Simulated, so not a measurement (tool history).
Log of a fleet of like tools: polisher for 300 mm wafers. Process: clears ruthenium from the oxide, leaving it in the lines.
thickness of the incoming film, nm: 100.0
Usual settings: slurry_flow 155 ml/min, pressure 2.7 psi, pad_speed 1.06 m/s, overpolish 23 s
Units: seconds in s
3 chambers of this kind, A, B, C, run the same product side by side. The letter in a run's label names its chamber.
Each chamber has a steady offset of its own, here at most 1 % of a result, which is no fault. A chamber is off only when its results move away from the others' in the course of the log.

run    day  slurry_flow  pressure  pad_speed  overpolish  wafers polished on this pad  hours since the slurry nozzle was cleaned  hours since the head pressure was calibrated  seconds
 1B  0.221          155       2.7       1.06          23                          651                                      119.1                                         500.1   52.143
     0.333  -- chamber A: worn pad replaced by a new one
 2C  0.375          155       2.7       1.06          23                          652                                      172.7                                          74.8   51.468
 3A  0.592          155       2.7       1.06          23                           50                                        179                                        1032.2   52.714
 4B  0.721          155       2.7       1.06          23                          748                                      131.1                                         512.1   52.375
 5A  0.867          155       2.7       1.06          23                          104                                      185.6                                        1038.8   52.314
 6C  1.008          155       2.7       1.06          23                          775                                      187.9                                            90   51.959
 7C  1.146          155       2.7       1.06          23                          802                                      191.2                                          93.3   51.922
 8B  1.267          210       2.7       1.06          29                          854                                      144.2                                         525.2   49.068
 9A  1.454          210       2.7       1.06          29                          218                                      199.7                                        1052.9   50.149
10C  1.621          210       2.7       1.06          29                          894                                      202.6                                         104.7   48.059
11B  1.729          155       2.7       1.06          23                          944                                      155.3                                         536.3   52.008
     1.796  -- chamber A: head pressure recalibrated
12A  1.883          155       2.7       1.06          23                          301                                        210                                           2.1   50.911
13A  2.075          155       2.7       1.24          30                          338                                      214.6                                           6.7   43.852
14B  2.217          155       2.7       1.24          30                         1038                                        167                                           548   44.484
15C  2.446          155       2.7       1.24          30                         1054                                      222.4                                         124.5   44.324
16B  2.554          155       2.7       1.06          23                         1104                                      175.1                                         556.1   53.274
17A  2.671          155       2.7       1.06          23                          454                                      228.9                                            21   52.125
18C  2.792          155       2.7       1.06          23                         1121                                      230.7                                         132.8   52.324
19A  3.012          155       2.7       1.06          23                          520                                      237.1                                          29.2   52.205
     3.158  -- chamber B: worn pad replaced by a new one
20C  3.183          155       2.7       1.06          23                         1197                                      240.1                                         142.2   49.994
21B  3.388          155       2.7       1.06          23                           44                                      195.1                                         576.1   52.478
22A  3.604          155       2.7       1.06          23                          635                                      251.3                                          43.4   51.226
23B   3.75          155       2.7       1.06          23                          114                                      203.8                                         584.8   51.814
24C    3.9          115       2.7       1.06          23                         1336                                      257.3                                         159.4   54.377
     3.975  -- chamber A: worn pad replaced by a new one
25B  4.058          115       2.7       1.06          23                          174                                      211.2                                         592.2   54.544
26A  4.292          115       2.7       1.06          23                           61                                      267.8                                          59.9   53.948
     4.379  -- chamber C: worn pad replaced by a new one
27C  4.417          155       2.7       1.22          10                            7                                      269.7                                         171.8    44.24

Is one chamber off against the others, does the gauge drift, or is nothing wrong? If a chamber is off, say which, and what the likeliest cause is.

No chamber stands off beyond its own small offset, and the gauge holds steady.
